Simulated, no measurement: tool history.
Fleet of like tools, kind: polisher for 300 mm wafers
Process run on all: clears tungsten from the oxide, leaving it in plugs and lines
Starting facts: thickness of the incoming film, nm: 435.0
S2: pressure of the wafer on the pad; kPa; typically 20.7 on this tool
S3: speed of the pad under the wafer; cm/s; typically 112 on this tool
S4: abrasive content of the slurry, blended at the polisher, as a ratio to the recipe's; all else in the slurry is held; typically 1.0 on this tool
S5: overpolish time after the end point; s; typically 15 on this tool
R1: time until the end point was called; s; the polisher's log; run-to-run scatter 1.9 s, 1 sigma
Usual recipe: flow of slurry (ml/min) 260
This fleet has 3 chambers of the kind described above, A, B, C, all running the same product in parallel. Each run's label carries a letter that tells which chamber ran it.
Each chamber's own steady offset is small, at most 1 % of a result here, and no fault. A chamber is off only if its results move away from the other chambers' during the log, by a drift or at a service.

At hour 11.9: chamber B: slurry tank refilled with fresh slurry and peroxide.
At hour 13.3: chamber A: worn pad replaced by a new one.
Run 1A, hour 14.3: usual settings. Result: R1 120.38 s.
At hour 23.7: chamber A: slurry nozzle cleaned.
Run 2B, hour 29.1: usual settings. Result: R1 118.03 s.
Run 3C, hour 37.9: usual settings. Result: R1 122.20 s.
Run 4A, hour 44.4: usual settings. Result: R1 121.47 s.
At hour 54.4: chamber C: worn pad replaced by a new one.
Run 5C, hour 54.4: usual settings. Result: R1 116.96 s.
At hour 59.7: chamber B: worn pad replaced by a new one.
Run 6B, hour 63.4: usual settings. Result: R1 119.27 s.
At hour 71.9: chamber B: slurry blender recalibrated.
Run 7A, hour 73.3: usual settings. Result: R1 124.67 s.
Run 8B, hour 86.7: usual settings. Result: R1 123.74 s.
At hour 99.3: chamber B: slurry tank refilled with fresh slurry and peroxide.
Run 9C, hour 101.6: usual settings. Result: R1 118.19 s.
At hour 105.0: chamber A: worn pad replaced by a new one.
Run 10C, hour 112.1: usual settings. Result: R1 120.47 s.
Run 11B, hour 119.6: usual settings. Result: R1 120.13 s.
Run 12A, hour 129.0: usual settings but S2 15.9 kPa, S5 22 s. Result: R1 163.60 s.
At hour 131.2: chamber A: slurry blender recalibrated.
Run 13B, hour 143.0: usual settings but S2 15.9 kPa, S5 22 s. Result: R1 158.68 s.
Run 14C, hour 150.6: usual settings but S2 15.9 kPa, S5 22 s. Result: R1 158.80 s.
At hour 153.8: chamber B: worn pad replaced by a new one.
At hour 155.8: chamber C: worn pad replaced by a new one.
Run 15A, hour 164.9: usual settings. Result: R1 125.23 s.
At hour 168.4: chamber C: slurry tank refilled with fresh slurry and peroxide.
Run 16A, hour 173.4: usual settings. Result: R1 123.17 s.
At hour 180.5: chamber B: slurry tank refilled with fresh slurry and peroxide.
At hour 181.1: chamber A: worn pad replaced by a new one.
Run 17C, hour 188.1: usual settings. Result: R1 117.24 s.
Run 18B, hour 195.9: usual settings. Result: R1 115.08 s.
At hour 210.4: chamber B: slurry blender recalibrated.
Run 19C, hour 210.6: usual settings. Result: R1 119.87 s.
Run 20B, hour 218.2: usual settings. Result: R1 122.75 s.
At hour 219.9: chamber C: slurry blender recalibrated.
Run 21A, hour 231.7: usual settings. Result: R1 130.49 s.
Run 22A, hour 239.0: usual settings. Result: R1 128.66 s.
At hour 247.2: chamber B: worn pad replaced by a new one.
Run 23B, hour 248.2: usual settings. Result: R1 121.45 s.
Run 24C, hour 254.8: usual settings. Result: R1 122.09 s.
At hour 257.5: chamber B: slurry tank refilled with fresh slurry and peroxide.
At hour 258.1: chamber C: worn pad replaced by a new one.
Run 25C, hour 265.1: usual settings but flow of slurry (ml/min) 185. Result: R1 123.08 s.
At hour 269.0: chamber A: worn pad replaced by a new one.
At hour 278.0: chamber C: slurry nozzle cleaned.
Run 26B, hour 278.0: usual settings but flow of slurry (ml/min) 185. Result: R1 121.97 s.
Run 27A, hour 291.6: usual settings but flow of slurry (ml/min) 185. Result: R1 137.64 s.
Run 28C, hour 302.2: usual settings. Result: R1 119.86 s.
Run 29B, hour 311.1: usual settings. Result: R1 121.50 s.
Run 30A, hour 324.5: usual settings. Result: R1 133.00 s.
At hour 329.5: chamber B: worn pad replaced by a new one.
Run 31A, hour 333.8: usual settings but S4 1.1, S5 11 s. Result: R1 129.61 s.
At hour 339.6: chamber B: slurry tank refilled with fresh slurry and peroxide.
At hour 340.9: chamber C: worn pad replaced by a new one.
Run 32B, hour 343.8: usual settings but S4 1.1, S5 11 s. Result: R1 116.09 s.
At hour 346.1: chamber C: slurry tank refilled with fresh slurry and peroxide.
At hour 350.1: chamber B: slurry blender recalibrated.
At hour 350.6: chamber A: worn pad replaced by a new one.
Run 33C, hour 355.5: usual settings but S4 1.1, S5 11 s. Result: R1 115.24 s.
Run 34C, hour 369.1: usual settings. Result: R1 121.56 s.
Run 35A, hour 380.8: usual settings. Result: R1 142.38 s.
Run 36B, hour 395.5: usual settings. Result: R1 120.45 s.
Run 37A, hour 404.3: usual settings but flow of slurry (ml/min) 305. Result: R1 139.80 s.
Run 38C, hour 410.8: usual settings but flow of slurry (ml/min) 305. Result: R1 117.25 s.

Which is it: a chamber that has drifted or been left off by a service, a gauge drift common to all chambers, or only each chamber's usual small offset? If a chamber is off, name it and its likeliest cause.

Chamber A drifts away from the others.
Most likely cause: peroxide lost from the slurry, % = 32.9.

Here are 4 candidates for chamber A's next run, each the usual settings with a change, their results left as question marks. Which one brings its results back in line with what the others give on the usual settings?
Allowed miss from the other chambers' usual-settings mean, per result, to count as in line: R1 6.80 s
Run 39A-1, hour 421.4: usual settings but S3 130 cm/s. Result: R1 ?.
Run 39A-2, hour 421.4: usual settings but flow of slurry (ml/min) 255, S2 17.9 kPa, S3 94 cm/s, S4 0.95. Result: R1 ?.
Run 39A-3, hour 421.4: usual settings but flow of slurry (ml/min) 255, S2 17.9 kPa. Result: R1 ?.
Run 39A-4, hour 421.4: usual settings but flow of slurry (ml/min) 270, S2 28.3 kPa, S4 1.05. Result: R1 ?.

Other chambers, usual settings, mean: R1 119.90 s
  run      R1
39A-1  121.87
39A-2  196.78
39A-3  163.35
39A-4  101.85
With 39A-1, the chamber falls back in line with the rest.

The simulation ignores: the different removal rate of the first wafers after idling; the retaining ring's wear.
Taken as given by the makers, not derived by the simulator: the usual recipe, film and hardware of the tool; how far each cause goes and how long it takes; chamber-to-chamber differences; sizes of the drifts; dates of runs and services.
